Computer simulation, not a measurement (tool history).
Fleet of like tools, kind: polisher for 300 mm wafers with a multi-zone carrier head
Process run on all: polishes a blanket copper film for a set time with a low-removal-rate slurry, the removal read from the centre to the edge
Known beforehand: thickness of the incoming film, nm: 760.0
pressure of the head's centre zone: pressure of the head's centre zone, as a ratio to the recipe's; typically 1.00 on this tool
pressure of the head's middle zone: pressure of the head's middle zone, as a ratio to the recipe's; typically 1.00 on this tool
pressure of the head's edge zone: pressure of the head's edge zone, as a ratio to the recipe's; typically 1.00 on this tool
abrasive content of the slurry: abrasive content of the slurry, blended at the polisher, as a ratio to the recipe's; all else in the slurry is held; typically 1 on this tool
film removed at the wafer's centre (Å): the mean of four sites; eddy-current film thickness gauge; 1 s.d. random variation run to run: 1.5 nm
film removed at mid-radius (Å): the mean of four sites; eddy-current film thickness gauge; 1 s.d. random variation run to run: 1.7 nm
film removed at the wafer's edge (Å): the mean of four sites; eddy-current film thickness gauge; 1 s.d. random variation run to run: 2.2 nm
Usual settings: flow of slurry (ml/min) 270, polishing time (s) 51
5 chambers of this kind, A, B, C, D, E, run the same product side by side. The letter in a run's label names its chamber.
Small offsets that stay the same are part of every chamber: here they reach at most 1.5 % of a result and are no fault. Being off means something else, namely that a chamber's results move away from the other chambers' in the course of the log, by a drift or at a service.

run	hour	flow of slurry (ml/min)	pressure of the head's centre zone	pressure of the head's middle zone	pressure of the head's edge zone	abrasive content of the slurry	polishing time (s)	film removed at the wafer's centre (Å)	film removed at mid-radius (Å)	film removed at the wafer's edge (Å)
# hour 6.0: chamber E: worn pad replaced by a new one
1D	13.6	270	1.00	1.00	1.00	1	51	1456.0	1485.6	1466.7
# hour 17.4: chamber A: worn pad replaced by a new one
2E	25.6	270	1.00	1.00	1.00	1	51	1433.6	1465.2	1449.7
3C	36.3	270	1.00	1.00	1.00	1	51	1500.0	1455.4	1457.8
# hour 37.9: chamber C: worn pad replaced by a new one
4A	50.6	270	1.00	1.00	1.00	1	51	1481.1	1449.3	1483.5
5B	65.4	335	1.08	1.00	1.00	1	51	1620.5	1474.8	1505.2
6D	73.3	335	1.08	1.00	1.00	1	51	1652.5	1501.1	1531.0
7B	81.2	335	1.08	1.00	1.00	1	51	1627.1	1498.8	1502.7
8A	95.0	335	1.08	1.00	1.00	1	51	1633.0	1458.7	1505.7
9E	105.1	335	1.08	1.00	1.00	1	51	1640.1	1520.9	1480.7
# hour 108.4: chamber A: worn pad replaced by a new one
# hour 108.5: chamber E: worn pad replaced by a new one
# hour 110.5: chamber B: worn pad replaced by a new one
# hour 112.1: chamber C: slurry nozzle cleaned
10C	113.4	270	1.00	1.00	1.00	1	51	1484.8	1495.0	1460.4
# hour 116.3: chamber C: worn pad replaced by a new one
11B	129.0	270	1.00	1.00	1.00	1	51	1461.2	1468.7	1516.9
12C	139.9	270	1.00	1.00	1.00	1	51	1493.7	1467.2	1491.5
13E	148.9	270	1.00	1.00	1.00	1	51	1454.2	1496.1	1423.3
14D	159.4	270	1.00	1.00	1.00	1	51	1457.7	1493.1	1524.0
15A	170.4	270	1.00	1.00	1.00	1	51	1445.0	1473.4	1466.3
# hour 171.1: chamber D: centre zone pressure recalibrated
# hour 175.0: chamber A: centre zone pressure recalibrated
16B	183.0	270	1.00	1.00	1.00	1	51	1479.0	1520.3	1479.6
17D	197.0	270	1.00	1.00	1.00	1	51	1453.4	1475.3	1484.6
# hour 200.4: chamber C: worn pad replaced by a new one
# hour 201.3: chamber A: worn pad replaced by a new one
18E	205.3	270	1.00	1.00	1.00	1	51	1441.2	1459.9	1453.0
# hour 207.5: chamber E: worn pad replaced by a new one
# hour 207.7: chamber E: centre zone pressure recalibrated
19C	213.8	270	1.00	1.00	1.00	1	51	1489.9	1420.4	1501.0
# hour 225.6: chamber E: edge zone pressure recalibrated
20A	226.4	270	0.94	0.96	1.00	1	51	1368.6	1414.6	1494.2
21E	235.9	270	0.94	0.96	1.00	1	51	1358.2	1432.5	1444.0
# hour 236.1: chamber B: worn pad replaced by a new one
22B	243.3	270	0.94	0.96	1.00	1	51	1374.2	1429.2	1450.1
23D	251.9	270	0.94	0.96	1.00	1	51	1357.5	1407.8	1453.9
24C	259.8	270	0.94	0.96	1.00	1	51	1376.8	1414.8	1500.1
# hour 266.3: chamber E: slurry nozzle cleaned
25A	272.6	270	1.00	1.00	1.00	1	51	1472.3	1463.7	1532.3
26C	279.7	270	1.00	1.00	1.00	1	51	1490.8	1477.6	1457.2
# hour 281.9: chamber C: worn pad replaced by a new one
# hour 284.8: chamber C: edge zone pressure recalibrated
27B	288.4	270	1.00	1.00	1.00	1	56	1638.4	1579.0	1619.7
# hour 294.8: chamber A: worn pad replaced by a new one
28E	302.6	270	1.00	1.00	1.00	1	56	1625.2	1595.7	1591.6
# hour 307.5: chamber E: worn pad replaced by a new one
29A	314.2	270	1.00	1.00	1.00	1	56	1608.7	1588.8	1630.8
30D	327.7	270	1.00	1.00	1.00	1	56	1551.2	1543.1	1548.3
31A	341.1	270	1.00	1.00	1.00	1	56	1614.4	1629.4	1627.7
# hour 353.2: chamber B: worn pad replaced by a new one
# hour 355.7: chamber D: slurry nozzle cleaned
32D	356.4	270	1.00	1.00	1.00	1	51	1363.3	1402.7	1372.1
# hour 366.8: chamber C: worn pad replaced by a new one
33E	367.0	270	1.00	1.00	1.00	1	51	1456.9	1473.6	1459.0
34B	379.8	270	1.00	1.00	0.96	1	51	1448.5	1467.1	1436.4
# hour 389.2: chamber E: worn pad replaced by a new one
# hour 389.6: chamber A: worn pad replaced by a new one
35C	392.6	270	1.00	1.00	0.96	1	51	1487.2	1480.7	1471.7
36C	406.2	270	1.00	1.00	0.96	1	51	1466.2	1482.2	1425.3
37A	417.7	270	1.00	1.00	0.96	1	51	1472.4	1464.8	1470.3
38E	430.9	270	1.00	1.00	0.96	1	51	1473.2	1449.0	1449.4
39D	446.1	270	1.00	1.00	1.00	1	51	1328.3	1321.0	1332.7

Next, every chamber runs the same settings. What will each give?
40A	457.8	270	1.00	1.00	1.00	1	51	?	?	?
40B	457.8	270	1.00	1.00	1.00	1	51	?	?	?
40C	457.8	270	1.00	1.00	1.00	1	51	?	?	?
40D	457.8	270	1.00	1.00	1.00	1	51	?	?	?
40E	457.8	270	1.00	1.00	1.00	1	51	?	?	?

run	film removed at the wafer's centre (Å)	film removed at mid-radius (Å)	film removed at the wafer's edge (Å)
40A	1474.0	1454.3	1506.1
40B	1482.6	1484.1	1487.1
40C	1467.8	1446.5	1455.7
40D	1308.8	1291.3	1362.8
40E	1438.6	1469.5	1466.9

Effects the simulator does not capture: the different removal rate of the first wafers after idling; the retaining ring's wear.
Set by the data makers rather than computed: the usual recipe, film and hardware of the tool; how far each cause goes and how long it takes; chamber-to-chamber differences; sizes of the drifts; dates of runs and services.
